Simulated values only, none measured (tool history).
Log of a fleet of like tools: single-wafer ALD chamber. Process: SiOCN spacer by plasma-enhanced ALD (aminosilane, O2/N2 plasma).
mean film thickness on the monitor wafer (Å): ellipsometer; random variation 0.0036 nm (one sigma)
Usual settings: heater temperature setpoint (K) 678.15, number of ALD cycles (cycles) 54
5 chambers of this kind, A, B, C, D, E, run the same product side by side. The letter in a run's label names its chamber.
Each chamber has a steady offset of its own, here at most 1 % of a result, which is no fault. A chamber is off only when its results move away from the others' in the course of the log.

run	hour	heater temperature setpoint (K)	number of ALD cycles (cycles)	read-back reference wafer on the same gauge, thickness_nm	mean film thickness on the monitor wafer (Å)
1E	7.2	678.15	54	3.8201	32.078
2D	13.7	678.15	54	3.8213	32.287
3B	27.2	678.15	54	3.8221	31.927
4C	34.4	678.15	54	3.8215	31.882
5A	42	678.15	54	3.8225	31.996
6E	51.4	678.15	54	3.822	32.043
7C	61.2	668.15	62	3.8221	37.174
8A	71.4	668.15	62	3.8244	37.284
9D	82.4	668.15	62	3.8258	37.578
10B	96	668.15	62	3.824	37.218
11C	108.7	668.15	62	3.8245	37.173
12A	121.9	678.15	54	3.8277	31.947
13B	134.5	678.15	54	3.8264	32.02
14E	144.2	678.15	54	3.8272	32.134
15D	156.3	678.15	54	3.8275	32.262
16E	166.3	678.15	54	3.8282	32.052
17D	173.3	678.15	54	3.828	32.307
18C	183.5	678.15	54	3.8291	31.991
19B	192.1	678.15	54	3.8297	32.001
20A	205.2	664.15	54	3.8304	32.572
# hour 206.7: chamber D: thermocouple changed; heater temperature recalibrated
21B	215.6	664.15	54	3.8298	32.499
# hour 218: chamber C: thermocouple changed; heater temperature recalibrated
22D	226.8	664.15	54	3.8305	32.762
23E	233.7	664.15	54	3.8311	32.593
24A	244.7	664.15	54	3.833	32.576
25C	258.4	678.15	54	3.8325	32.068
26E	267	678.15	54	3.8335	32.135
27A	275.8	678.15	54	3.8324	32.044
28B	285.9	678.15	54	3.8345	32.129
29C	292.3	678.15	54	3.8335	31.979
# hour 298.4: chamber A: thermocouple changed; heater temperature recalibrated
30D	304.4	688.15	47	3.8353	27.325
31C	315.7	688.15	47	3.8349	27.039
32B	322.4	688.15	47	3.835	27.162
33E	335.9	688.15	47	3.8361	27.167
34A	348.3	688.15	47	3.8373	27.105

Is one chamber off against the others, does the gauge drift, or is nothing wrong? If a chamber is off, say which, and what the likeliest cause is.

The gauge drifts, so all chambers seem to drift together. No chamber is off.
Cause: gauge reads high (%) = 0.459.

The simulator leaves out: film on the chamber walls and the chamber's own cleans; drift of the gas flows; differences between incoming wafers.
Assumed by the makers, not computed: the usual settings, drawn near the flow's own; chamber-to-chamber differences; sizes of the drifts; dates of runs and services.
